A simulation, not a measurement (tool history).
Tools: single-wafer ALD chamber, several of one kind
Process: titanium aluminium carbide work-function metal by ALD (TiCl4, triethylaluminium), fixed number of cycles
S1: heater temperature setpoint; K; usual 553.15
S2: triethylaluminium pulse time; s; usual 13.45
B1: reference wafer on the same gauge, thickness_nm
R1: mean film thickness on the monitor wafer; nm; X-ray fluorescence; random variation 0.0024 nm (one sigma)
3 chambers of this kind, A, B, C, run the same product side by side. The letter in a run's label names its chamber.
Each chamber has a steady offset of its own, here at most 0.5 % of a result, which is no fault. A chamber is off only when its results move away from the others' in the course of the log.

run 1C hour=15.5 | S1=553.15 S2=13.45 | B1=1.9301 | R1=1.8736
run 2A hour=23.2 | S1=553.15 S2=13.45 | B1=1.9304 | R1=1.8596
run 3B hour=34.1 | S1=553.15 S2=13.45 | B1=1.9305 | R1=1.8632
run 4B hour=44.8 | S1=553.15 S2=13.45 | B1=1.9308 | R1=1.8616
run 5A hour=53 | S1=564.15 S2=9.4 | B1=1.9312 | R1=1.896
run 6C hour=64.1 | S1=564.15 S2=9.4 | B1=1.9314 | R1=1.9142
run 7B hour=73.3 | S1=564.15 S2=9.4 | B1=1.9308 | R1=1.898
run 8C hour=85.7 | S1=553.15 S2=13.45 | B1=1.9322 | R1=1.8729
run 9A hour=97.5 | S1=553.15 S2=13.45 | B1=1.9319 | R1=1.8648
run 10C hour=104.3 | S1=553.15 S2=13.45 | B1=1.9318 | R1=1.873
run 11B hour=115.5 | S1=553.15 S2=13.45 | B1=1.9322 | R1=1.8612
run 12A hour=129.6 | S1=553.15 S2=13.45 | B1=1.9328 | R1=1.8621
run 13B hour=141.9 | S1=553.15 S2=13.45 | B1=1.9336 | R1=1.8598
run 14C hour=156.7 | S1=553.15 S2=17.57 | B1=1.9331 | R1=1.8873
run 15A hour=166 | S1=553.15 S2=17.57 | B1=1.9333 | R1=1.8782
run 16A hour=175.1 | S1=553.15 S2=17.57 | B1=1.9331 | R1=1.8776
run 17B hour=183.1 | S1=553.15 S2=13.45 | B1=1.9339 | R1=1.8637
-- hour=186.9 chamber A: thermocouple changed; heater temperature recalibrated
run 18C hour=197.4 | S1=553.15 S2=13.45 | B1=1.9341 | R1=1.8757
run 19A hour=206.3 | S1=553.15 S2=13.45 | B1=1.9345 | R1=1.8623
run 20C hour=216.2 | S1=553.15 S2=13.45 | B1=1.9342 | R1=1.8796
run 21B hour=224.8 | S1=563.15 S2=8.61 | B1=1.9355 | R1=1.8693
run 22C hour=238.4 | S1=563.15 S2=8.61 | B1=1.9353 | R1=1.8877
run 23A hour=251.1 | S1=563.15 S2=8.61 | B1=1.9358 | R1=1.8678
run 24B hour=259.1 | S1=561.15 S2=13.45 | B1=1.9361 | R1=1.9426
run 25C hour=273.4 | S1=561.15 S2=13.45 | B1=1.9357 | R1=1.9515
run 26B hour=281.2 | S1=561.15 S2=13.45 | B1=1.9357 | R1=1.9373
run 27A hour=292.4 | S1=553.15 S2=13.45 | B1=1.9362 | R1=1.8627
run 28A hour=307.1 | S1=553.15 S2=13.45 | B1=1.9364 | R1=1.8684
run 29C hour=316.3 | S1=553.15 S2=13.45 | B1=1.9361 | R1=1.8786
run 30B hour=326.6 | S1=553.15 S2=13.45 | B1=1.9373 | R1=1.8693
run 31B hour=337.4 | S1=553.15 S2=13.45 | B1=1.9376 | R1=1.8685
run 32C hour=345.6 | S1=545.15 S2=18.54 | B1=1.9373 | R1=1.8244
run 33A hour=357.2 | S1=545.15 S2=18.54 | B1=1.9377 | R1=1.8142
-- hour=358.1 chamber A: triethylaluminium bottle replaced
run 34C hour=366.8 | S1=545.15 S2=18.54 | B1=1.9373 | R1=1.8236
run 35B hour=376.7 | S1=553.15 S2=13.45 | B1=1.9383 | R1=1.8713
run 36A hour=390.2 | S1=553.15 S2=13.45 | B1=1.9383 | R1=1.8694
run 37B hour=400.5 | S1=553.15 S2=13.45 | B1=1.9389 | R1=1.8677
-- hour=413.6 chamber C: triethylaluminium bottle replaced
run 38A hour=416 | S1=553.15 S2=13.45 | B1=1.9392 | R1=1.8704
run 39C hour=422.8 | S1=553.15 S2=13.45 | B1=1.9388 | R1=1.8834
run 40B hour=435.7 | S1=553.15 S2=13.45 | B1=1.9386 | R1=1.8703
run 41C hour=449.4 | S1=553.15 S2=13.45 | B1=1.939 | R1=1.8828
run 42A hour=459.5 | S1=553.15 S2=13.45 | B1=1.94 | R1=1.8679

What goes on in this fleet: one chamber off, a drifting gauge, or nothing beyond the chambers' own small offsets? Name the chamber and the cause, if any.

The gauge drifts, so all chambers seem to drift together. No chamber is off.
Cause: gauge reads high (%) = 0.516.

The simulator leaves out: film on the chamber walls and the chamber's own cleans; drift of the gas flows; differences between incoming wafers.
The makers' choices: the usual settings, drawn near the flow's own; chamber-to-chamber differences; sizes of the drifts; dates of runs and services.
